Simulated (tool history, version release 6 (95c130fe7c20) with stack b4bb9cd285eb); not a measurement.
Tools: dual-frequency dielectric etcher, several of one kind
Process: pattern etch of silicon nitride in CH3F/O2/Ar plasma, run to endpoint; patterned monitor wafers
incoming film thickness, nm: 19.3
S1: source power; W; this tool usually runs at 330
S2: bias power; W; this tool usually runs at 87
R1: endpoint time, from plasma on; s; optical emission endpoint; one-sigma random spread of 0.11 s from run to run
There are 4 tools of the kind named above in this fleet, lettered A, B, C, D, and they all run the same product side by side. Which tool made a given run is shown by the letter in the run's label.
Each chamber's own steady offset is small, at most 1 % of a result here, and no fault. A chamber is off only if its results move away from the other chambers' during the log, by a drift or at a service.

run 1D hour=7.5 | S1=330 S2=87 | R1=27.742
run 2C hour=13.1 | S1=330 S2=87 | R1=28.083
run 3A hour=18 | S1=330 S2=87 | R1=28.011
run 4B hour=22 | S1=330 S2=87 | R1=27.992
run 5B hour=30.1 | S1=330 S2=87 | R1=28.002
run 6D hour=35 | S1=330 S2=70 | R1=30.041
run 7C hour=41.1 | S1=330 S2=70 | R1=29.996
run 8A hour=49.3 | S1=330 S2=70 | R1=30.592
run 9C hour=54.4 | S1=330 S2=70 | R1=30.192
run 10D hour=60.1 | S1=330 S2=87 | R1=27.778
run 11B hour=68.6 | S1=330 S2=87 | R1=28.011
-- hour=70.6 chamber D: wet clean of the chamber
run 12A hour=74.7 | S1=330 S2=75 | R1=29.627
run 13D hour=83.4 | S1=330 S2=75 | R1=29.436
run 14C hour=91.6 | S1=330 S2=75 | R1=29.417
run 15B hour=96.8 | S1=330 S2=75 | R1=29.634
run 16A hour=104 | S1=330 S2=87 | R1=28.478
run 17C hour=110.8 | S1=380 S2=94 | R1=25.875
run 18A hour=116.8 | S1=380 S2=94 | R1=26.188
run 19D hour=124.8 | S1=380 S2=94 | R1=25.656
run 20B hour=133.2 | S1=380 S2=94 | R1=25.798
run 21A hour=141.5 | S1=330 S2=87 | R1=28.514
run 22D hour=147.2 | S1=330 S2=87 | R1=27.894
run 23B hour=152.4 | S1=280 S2=87 | R1=29.453
run 24C hour=159.9 | S1=280 S2=87 | R1=29.742
run 25A hour=164.6 | S1=280 S2=87 | R1=30.413
run 26C hour=172.9 | S1=280 S2=87 | R1=29.837
run 27B hour=180.9 | S1=330 S2=87 | R1=28.109
run 28D hour=189.5 | S1=330 S2=87 | R1=27.887
run 29C hour=197.7 | S1=330 S2=87 | R1=27.927
run 30D hour=205.5 | S1=330 S2=87 | R1=27.787
run 31A hour=211.8 | S1=330 S2=87 | R1=28.808
run 32B hour=218.8 | S1=400 S2=79 | R1=26.915
run 33C hour=224.4 | S1=400 S2=79 | R1=26.857
run 34D hour=230.1 | S1=400 S2=79 | R1=26.765
-- hour=232 chamber D: source power generator calibrated
run 35B hour=238.2 | S1=400 S2=79 | R1=27.092
run 36A hour=245.8 | S1=330 S2=87 | R1=28.958
run 37A hour=254.4 | S1=330 S2=87 | R1=28.97
run 38C hour=258.7 | S1=330 S2=87 | R1=27.968
run 39B hour=264.8 | S1=330 S2=87 | R1=28.02
run 40D hour=271.1 | S1=290 S2=87 | R1=29.287
run 41B hour=279.6 | S1=290 S2=87 | R1=29.341
run 42D hour=286.5 | S1=290 S2=87 | R1=29.151
run 43A hour=291 | S1=290 S2=87 | R1=30.693
run 44C hour=296.6 | S1=330 S2=87 | R1=27.91

Does one chamber stand apart from the rest, does the shared gauge drift, or is all well apart from small per-chamber offsets? Give the chamber and the most likely cause, where there is one.

It is chamber A that slowly wanders off from its peers.
What lies behind it: etch rate under this chamber's usual, % = 3.64.

Here are 4 candidates for chamber A's next run, each the usual settings with a change, their results left as question marks. Which one brings its results back in line with what the others give on the usual settings?
A result is in line if it is within this distance of the other chambers' mean on the usual settings: R1 0.38 s
run 45A-1 hour=303.1 | S1=330 S2=70 | R1=?
run 45A-2 hour=303.1 | S1=370 S2=87 | R1=?
run 45A-3 hour=303.1 | S1=290 S2=87 | R1=?
run 45A-4 hour=303.1 | S1=330 S2=108 | R1=?

The mean the other chambers reach with the usual settings: R1 27.956 s
run=45A-1 R1=31.548
run=45A-2 R1=28.027
run=45A-3 R1=30.689
run=45A-4 R1=27.038
45A-2 is the one that brings the chamber's results back in line with the other chambers.
